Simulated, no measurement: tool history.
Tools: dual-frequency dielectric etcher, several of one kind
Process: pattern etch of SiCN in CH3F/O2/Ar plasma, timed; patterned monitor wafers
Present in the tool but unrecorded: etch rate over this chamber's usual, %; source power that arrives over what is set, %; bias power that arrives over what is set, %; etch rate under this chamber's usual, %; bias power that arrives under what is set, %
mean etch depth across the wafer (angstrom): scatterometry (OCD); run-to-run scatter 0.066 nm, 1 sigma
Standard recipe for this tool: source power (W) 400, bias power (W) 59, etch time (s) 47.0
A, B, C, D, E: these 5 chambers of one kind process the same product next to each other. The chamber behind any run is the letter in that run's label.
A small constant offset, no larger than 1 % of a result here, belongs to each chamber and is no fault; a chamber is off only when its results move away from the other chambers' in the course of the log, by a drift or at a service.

run,day,source power (W),bias power (W),etch time (s),hours since the last wet clean,hours since the last source power generator calibration,hours since the last bias power generator calibration,"read-back reference wafer on the same gauge, depth_nm",mean etch depth across the wafer (angstrom)
# day 0.146: chamber C: bias power generator calibrated
1A,0.158,400,59,47.0,29.1,2412.5,2983.7,15.706,166.07
2C,0.442,400,59,47.0,654.5,1491.2,7.2,15.707,164.37
3D,0.662,400,59,47.0,552.1,1418.6,3571.2,15.701,164.64
4E,0.904,400,59,47.0,457.0,1251.2,1121.1,15.728,164.47
5B,1.062,400,59,47.0,278.1,643.0,812.3,15.683,163.93
6D,1.396,400,59,47.0,569.7,1436.2,3588.8,15.689,166.25
7A,1.712,400,59,47.0,66.4,2449.8,3021.0,15.688,165.84
8C,2.017,460,59,47.0,692.3,1529.0,45.0,15.704,171.94
9E,2.212,460,59,47.0,488.4,1282.6,1152.5,15.697,173.80
10B,2.379,460,59,47.0,309.7,674.6,843.9,15.691,172.14
11B,2.550,460,59,47.0,313.8,678.7,848.0,15.704,172.74
12C,2.771,460,59,47.0,710.4,1547.1,63.1,15.690,172.91
# day 2.850: chamber C: wet clean of the chamber
13D,2.954,400,59,47.0,607.1,1473.6,3626.2,15.714,165.17
14A,3.229,400,59,47.0,102.8,2486.2,3057.4,15.705,166.72
# day 3.333: chamber D: wet clean of the chamber
15E,3.512,400,59,47.0,519.6,1313.8,1183.7,15.694,164.88
16D,3.662,400,59,47.0,7.9,1490.6,3643.2,15.686,171.90
17E,3.904,400,59,47.0,529.0,1323.2,1193.1,15.699,165.82
18B,4.075,400,59,47.0,350.4,715.3,884.6,15.696,163.26
19A,4.267,400,59,47.0,127.7,2511.1,3082.3,15.689,165.63
20C,4.429,400,59,47.0,38.0,1586.9,102.9,15.698,163.24
21D,4.592,400,59,47.0,30.2,1512.9,3665.5,15.710,170.21
# day 4.862: chamber A: bias power generator calibrated
22A,4.921,400,59,47.0,143.4,2526.8,1.4,15.714,166.62
23E,5.150,400,59,47.0,558.9,1353.1,1223.0,15.679,164.65
24B,5.308,400,59,47.0,380.0,744.9,914.2,15.701,164.25
25C,5.638,400,59,47.0,67.0,1615.9,131.9,15.686,164.06
26A,5.825,400,59,47.0,165.1,2548.5,23.1,15.707,167.21
27D,5.971,320,59,36.5,63.3,1546.0,3698.6,15.700,121.23
28B,6.171,320,59,36.5,400.7,765.6,934.9,15.706,117.46
# day 6.288: chamber E: wet clean of the chamber
29E,6.450,320,59,36.5,4.0,1384.3,1254.2,15.704,116.82
30C,6.658,320,59,36.5,91.5,1640.4,156.4,15.705,116.56
31C,6.842,320,59,36.5,95.9,1644.8,160.8,15.688,116.80

For the next run the whole fleet of 5 chambers uses the same settings. Give each chamber's results:
32A,7.083,400,59,35.0,,,,,?
32B,7.083,400,59,35.0,,,,,?
32C,7.083,400,59,35.0,,,,,?
32D,7.083,400,59,35.0,,,,,?
32E,7.083,400,59,35.0,,,,,?

run,mean etch depth across the wafer (angstrom)
32A,123.40
32B,122.36
32C,121.77
32D,127.64
32E,122.45

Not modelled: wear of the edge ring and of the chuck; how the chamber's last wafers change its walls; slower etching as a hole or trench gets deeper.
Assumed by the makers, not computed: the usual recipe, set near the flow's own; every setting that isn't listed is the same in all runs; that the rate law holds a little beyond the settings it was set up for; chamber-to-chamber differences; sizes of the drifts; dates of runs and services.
